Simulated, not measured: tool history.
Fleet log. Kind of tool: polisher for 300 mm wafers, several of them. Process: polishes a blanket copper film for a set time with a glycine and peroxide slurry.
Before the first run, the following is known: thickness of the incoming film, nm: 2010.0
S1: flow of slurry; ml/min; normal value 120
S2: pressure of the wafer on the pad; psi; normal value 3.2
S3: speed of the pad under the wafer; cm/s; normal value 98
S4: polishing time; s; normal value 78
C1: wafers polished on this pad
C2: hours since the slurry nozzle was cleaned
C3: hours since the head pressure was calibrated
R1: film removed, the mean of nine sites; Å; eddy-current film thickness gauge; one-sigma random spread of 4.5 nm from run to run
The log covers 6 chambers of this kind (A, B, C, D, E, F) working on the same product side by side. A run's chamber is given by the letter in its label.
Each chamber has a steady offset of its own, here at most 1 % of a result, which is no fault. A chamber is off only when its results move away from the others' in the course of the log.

run,hour,S1,S2,S3,S4,C1,C2,C3,R1
1C,11.5,120,3.2,98,78,678,60.6,96.1,4666.7
# hour 15.9: chamber E: worn pad replaced by a new one
2B,20.9,120,3.2,98,78,1099,247.4,133,4690.9
3F,30.5,120,3.2,98,78,660,268.7,37.4,4601.6
# hour 34.9: chamber F: worn pad replaced by a new one
4D,41,120,3.2,98,78,534,164.4,184.2,4566.7
5E,47.1,135,3.2,98,95,273,121.6,1085.9,5921.9
# hour 53.5: chamber B: worn pad replaced by a new one
6A,55.2,135,3.2,98,95,835,141.1,844,5764.4
7C,61.1,135,3.2,98,95,1112,110.2,145.7,5792.7
# hour 63.4: chamber A: worn pad replaced by a new one
8E,68,135,3.2,98,95,456,142.5,1106.8,5813.9
9A,78.1,135,3.2,98,95,129,164,866.9,5766.8
# hour 85.5: chamber C: worn pad replaced by a new one
10B,89.1,135,3.2,98,95,312,315.6,201.2,5840.9
11F,94.4,120,3.2,98,78,521,332.6,101.3,4589.6
# hour 95.3: chamber F: slurry nozzle cleaned
12D,103.2,120,3.2,98,78,1079,226.6,246.4,4654.6
13E,111.9,120,3.2,98,78,841,186.4,1150.7,4637.2
# hour 116.3: chamber F: worn pad replaced by a new one
14B,122.2,120,3.2,98,78,602,348.7,234.3,4656.9
# hour 127.8: chamber D: worn pad replaced by a new one
15C,130.6,120,3.2,98,78,395,179.7,215.2,4688.4
16F,142.7,120,3.2,98,78,231,47.4,149.6,4609.9
17A,153.6,120,3.2,98,78,790,239.5,942.4,4648.9
18D,163.8,120,3.2,98,78,315,287.2,307,4653.2
# hour 164.4: chamber A: worn pad replaced by a new one
19B,173.1,120,3.2,98,78,1047,399.6,285.2,4596
# hour 175: chamber B: worn pad replaced by a new one
# hour 178.7: chamber E: worn pad replaced by a new one
20F,183.3,120,3.2,98,78,587,88,190.2,4625.7
21E,192.2,120,3.2,98,78,118,266.7,1231,4660.1
# hour 195.2: chamber F: worn pad replaced by a new one
22D,200.9,120,3.2,98,78,640,324.3,344.1,4626.7
# hour 209.8: chamber A: head pressure recalibrated
23C,211.3,155,3.2,98,78,1102,260.4,295.9,4950.9
24A,217.3,155,3.2,98,78,463,303.2,7.6,4952.5
# hour 217.7: chamber C: worn pad replaced by a new one
# hour 223.5: chamber E: slurry nozzle cleaned
25E,226.7,155,3.2,98,78,420,3.2,1265.5,5038.2
26B,237.2,155,3.2,98,78,545,463.7,349.3,4781.7
27F,248.3,155,3.2,98,78,465,153,255.2,4830
28D,258.2,155,3.2,98,78,1141,381.6,401.4,4900.2
# hour 264: chamber A: worn pad replaced by a new one
29A,268.3,120,3.2,98,78,38,354.2,58.6,4636.3
30C,274.8,120,3.2,98,78,500,323.9,359.4,4716.2
# hour 275.8: chamber F: worn pad replaced by a new one
# hour 281.8: chamber D: head pressure recalibrated
31E,282.3,120,3.2,98,78,907,58.8,1321.1,4648.2
32F,290.3,120,3.8,116,78,127,195,297.2,6261.6
# hour 296.8: chamber D: worn pad replaced by a new one
33D,302,120,3.8,116,78,46,425.4,20.2,6245.7
# hour 307.7: chamber B: worn pad replaced by a new one
34B,310.5,120,3.8,116,78,25,537,422.6,6007.4
35A,318.6,120,3.8,116,78,478,404.5,108.9,6179.9
36C,327.2,120,3.8,116,78,959,376.3,411.8,6222.6

All chambers now run identical settings, listed one chamber a line with results as question marks. What results will each chamber show?
37A,335.8,120,3.2,98,78,,,,?
37B,335.8,120,3.2,98,78,,,,?
37C,335.8,120,3.2,98,78,,,,?
37D,335.8,120,3.2,98,78,,,,?
37E,335.8,120,3.2,98,78,,,,?
37F,335.8,120,3.2,98,78,,,,?

run,R1
37A,4640.9
37B,4399
37C,4681
37D,4651.6
37E,4645
37F,4653.8
